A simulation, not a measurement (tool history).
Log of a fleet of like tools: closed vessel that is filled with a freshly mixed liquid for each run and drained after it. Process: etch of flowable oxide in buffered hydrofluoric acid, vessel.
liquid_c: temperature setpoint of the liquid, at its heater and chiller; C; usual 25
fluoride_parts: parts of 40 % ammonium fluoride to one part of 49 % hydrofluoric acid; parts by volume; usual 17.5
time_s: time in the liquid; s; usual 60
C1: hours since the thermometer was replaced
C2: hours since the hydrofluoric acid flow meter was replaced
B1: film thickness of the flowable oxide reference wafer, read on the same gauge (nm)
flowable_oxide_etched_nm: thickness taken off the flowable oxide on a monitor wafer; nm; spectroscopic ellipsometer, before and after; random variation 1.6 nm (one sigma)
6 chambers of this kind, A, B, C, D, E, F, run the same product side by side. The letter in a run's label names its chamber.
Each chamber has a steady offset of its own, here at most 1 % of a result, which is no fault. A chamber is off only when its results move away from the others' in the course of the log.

run 1D day=0.212 | liquid_c=25 fluoride_parts=17.5 time_s=60 | C1=431 C2=437.1 | B1=49.98 | flowable_oxide_etched_nm=167.84
run 2F day=0.4 | liquid_c=25 fluoride_parts=17.5 time_s=60 | C1=1067.7 C2=531 | B1=49.989 | flowable_oxide_etched_nm=168.08
run 3A day=0.638 | liquid_c=25 fluoride_parts=17.5 time_s=60 | C1=124.5 C2=612.4 | B1=49.98 | flowable_oxide_etched_nm=165.6
run 4B day=1.054 | liquid_c=25 fluoride_parts=17.5 time_s=60 | C1=785.9 C2=975 | B1=50.018 | flowable_oxide_etched_nm=165.37
run 5C day=1.462 | liquid_c=25 fluoride_parts=17.5 time_s=60 | C1=430.9 C2=69.7 | B1=50.029 | flowable_oxide_etched_nm=164.47
run 6E day=1.646 | liquid_c=25 fluoride_parts=17.5 time_s=60 | C1=201.8 C2=494.1 | B1=49.987 | flowable_oxide_etched_nm=171.69
run 7C day=1.858 | liquid_c=29.5 fluoride_parts=17.5 time_s=75 | C1=440.4 C2=79.2 | B1=50.039 | flowable_oxide_etched_nm=268.69
run 8E day=2.242 | liquid_c=29.5 fluoride_parts=17.5 time_s=75 | C1=216.1 C2=508.4 | B1=50.005 | flowable_oxide_etched_nm=272.59
run 9A day=2.55 | liquid_c=29.5 fluoride_parts=17.5 time_s=75 | C1=170.4 C2=658.3 | B1=50.008 | flowable_oxide_etched_nm=273.5
run 10D day=2.771 | liquid_c=29.5 fluoride_parts=17.5 time_s=75 | C1=492.4 C2=498.5 | B1=50.001 | flowable_oxide_etched_nm=270.72
run 11B day=3.012 | liquid_c=29.5 fluoride_parts=17.5 time_s=75 | C1=832.9 C2=1022 | B1=50.018 | flowable_oxide_etched_nm=268.37
run 12F day=3.375 | liquid_c=29.5 fluoride_parts=17.5 time_s=75 | C1=1139.1 C2=602.4 | B1=50.011 | flowable_oxide_etched_nm=270.81
run 13D day=3.558 | liquid_c=25 fluoride_parts=17.5 time_s=60 | C1=511.3 C2=517.4 | B1=49.977 | flowable_oxide_etched_nm=171.63
run 14E day=3.842 | liquid_c=25 fluoride_parts=17.5 time_s=60 | C1=254.5 C2=546.8 | B1=49.991 | flowable_oxide_etched_nm=168.6
run 15F day=4.179 | liquid_c=25 fluoride_parts=17.5 time_s=60 | C1=1158.4 C2=621.7 | B1=50.045 | flowable_oxide_etched_nm=169.08
run 16B day=4.583 | liquid_c=25 fluoride_parts=17.5 time_s=60 | C1=870.6 C2=1059.7 | B1=50.013 | flowable_oxide_etched_nm=166
run 17C day=4.967 | liquid_c=25 fluoride_parts=17.5 time_s=60 | C1=515 C2=153.8 | B1=49.998 | flowable_oxide_etched_nm=168.2
run 18A day=5.308 | liquid_c=25 fluoride_parts=23 time_s=60 | C1=236.6 C2=724.5 | B1=50.005 | flowable_oxide_etched_nm=134.44
run 19F day=5.583 | liquid_c=25 fluoride_parts=23 time_s=60 | C1=1192.1 C2=655.4 | B1=50.015 | flowable_oxide_etched_nm=131.95
run 20C day=5.979 | liquid_c=25 fluoride_parts=23 time_s=60 | C1=539.3 C2=178.1 | B1=50.025 | flowable_oxide_etched_nm=132.48
run 21A day=6.388 | liquid_c=25 fluoride_parts=23 time_s=60 | C1=262.5 C2=750.4 | B1=50 | flowable_oxide_etched_nm=136.2
run 22B day=6.612 | liquid_c=25 fluoride_parts=23 time_s=60 | C1=919.3 C2=1108.4 | B1=50.002 | flowable_oxide_etched_nm=131.28
run 23E day=6.954 | liquid_c=25 fluoride_parts=23 time_s=60 | C1=329.2 C2=621.5 | B1=50.024 | flowable_oxide_etched_nm=135.88
run 24D day=7.271 | liquid_c=25 fluoride_parts=17.5 time_s=60 | C1=600.4 C2=606.5 | B1=50.021 | flowable_oxide_etched_nm=177.58
run 25B day=7.538 | liquid_c=25 fluoride_parts=17.5 time_s=60 | C1=941.5 C2=1130.6 | B1=50 | flowable_oxide_etched_nm=165.23
run 26C day=7.871 | liquid_c=25 fluoride_parts=17.5 time_s=60 | C1=584.7 C2=223.5 | B1=50.011 | flowable_oxide_etched_nm=170.72
run 27D day=8.154 | liquid_c=25 fluoride_parts=17.5 time_s=60 | C1=621.6 C2=627.7 | B1=50.03 | flowable_oxide_etched_nm=178.84
run 28F day=8.383 | liquid_c=25 fluoride_parts=17.5 time_s=60 | C1=1259.3 C2=722.6 | B1=49.995 | flowable_oxide_etched_nm=168.02
run 29E day=8.733 | liquid_c=25 fluoride_parts=17.5 time_s=45 | C1=371.9 C2=664.2 | B1=50.022 | flowable_oxide_etched_nm=126.63
run 30A day=9.096 | liquid_c=25 fluoride_parts=17.5 time_s=45 | C1=327.5 C2=815.4 | B1=49.989 | flowable_oxide_etched_nm=128.75
run 31E day=9.288 | liquid_c=25 fluoride_parts=17.5 time_s=45 | C1=385.2 C2=677.5 | B1=50.027 | flowable_oxide_etched_nm=127.82
run 32F day=9.525 | liquid_c=25 fluoride_parts=17.5 time_s=45 | C1=1286.7 C2=750 | B1=49.99 | flowable_oxide_etched_nm=126.11
run 33C day=9.871 | liquid_c=25 fluoride_parts=17.5 time_s=45 | C1=632.7 C2=271.5 | B1=49.974 | flowable_oxide_etched_nm=124.62
run 34B day=10.112 | liquid_c=25 fluoride_parts=17.5 time_s=45 | C1=1003.3 C2=1192.4 | B1=49.998 | flowable_oxide_etched_nm=125.36
run 35A day=10.408 | liquid_c=25 fluoride_parts=17.5 time_s=60 | C1=359 C2=846.9 | B1=49.997 | flowable_oxide_etched_nm=171.68
run 36D day=10.642 | liquid_c=25 fluoride_parts=17.5 time_s=35 | C1=681.3 C2=687.4 | B1=50.016 | flowable_oxide_etched_nm=108.42
run 37D day=10.946 | liquid_c=25 fluoride_parts=17.5 time_s=35 | C1=688.6 C2=694.7 | B1=50.007 | flowable_oxide_etched_nm=109.08
run 38E day=11.35 | liquid_c=25 fluoride_parts=17.5 time_s=35 | C1=434.7 C2=727 | B1=50.002 | flowable_oxide_etched_nm=99.123
run 39A day=11.704 | liquid_c=25 fluoride_parts=17.5 time_s=35 | C1=390.1 C2=878 | B1=50.019 | flowable_oxide_etched_nm=98.24
run 40C day=12.012 | liquid_c=25 fluoride_parts=17.5 time_s=35 | C1=684.1 C2=322.9 | B1=50.02 | flowable_oxide_etched_nm=97.44
run 41B day=12.412 | liquid_c=25 fluoride_parts=17.5 time_s=35 | C1=1058.5 C2=1247.6 | B1=50.019 | flowable_oxide_etched_nm=98.374
run 42F day=12.825 | liquid_c=25 fluoride_parts=17.5 time_s=60 | C1=1365.9 C2=829.2 | B1=49.971 | flowable_oxide_etched_nm=169.14

Next, every chamber runs the same settings. What will each give?
run 43A day=13.125 | liquid_c=27 fluoride_parts=17.5 time_s=60 | flowable_oxide_etched_nm=?
run 43B day=13.125 | liquid_c=27 fluoride_parts=17.5 time_s=60 | flowable_oxide_etched_nm=?
run 43C day=13.125 | liquid_c=27 fluoride_parts=17.5 time_s=60 | flowable_oxide_etched_nm=?
run 43D day=13.125 | liquid_c=27 fluoride_parts=17.5 time_s=60 | flowable_oxide_etched_nm=?
run 43E day=13.125 | liquid_c=27 fluoride_parts=17.5 time_s=60 | flowable_oxide_etched_nm=?
run 43F day=13.125 | liquid_c=27 fluoride_parts=17.5 time_s=60 | flowable_oxide_etched_nm=?

run=43A flowable_oxide_etched_nm=187.49
run=43B flowable_oxide_etched_nm=190.07
run=43C flowable_oxide_etched_nm=190.03
run=43D flowable_oxide_etched_nm=208.69
run=43E flowable_oxide_etched_nm=190.62
run=43F flowable_oxide_etched_nm=191.04

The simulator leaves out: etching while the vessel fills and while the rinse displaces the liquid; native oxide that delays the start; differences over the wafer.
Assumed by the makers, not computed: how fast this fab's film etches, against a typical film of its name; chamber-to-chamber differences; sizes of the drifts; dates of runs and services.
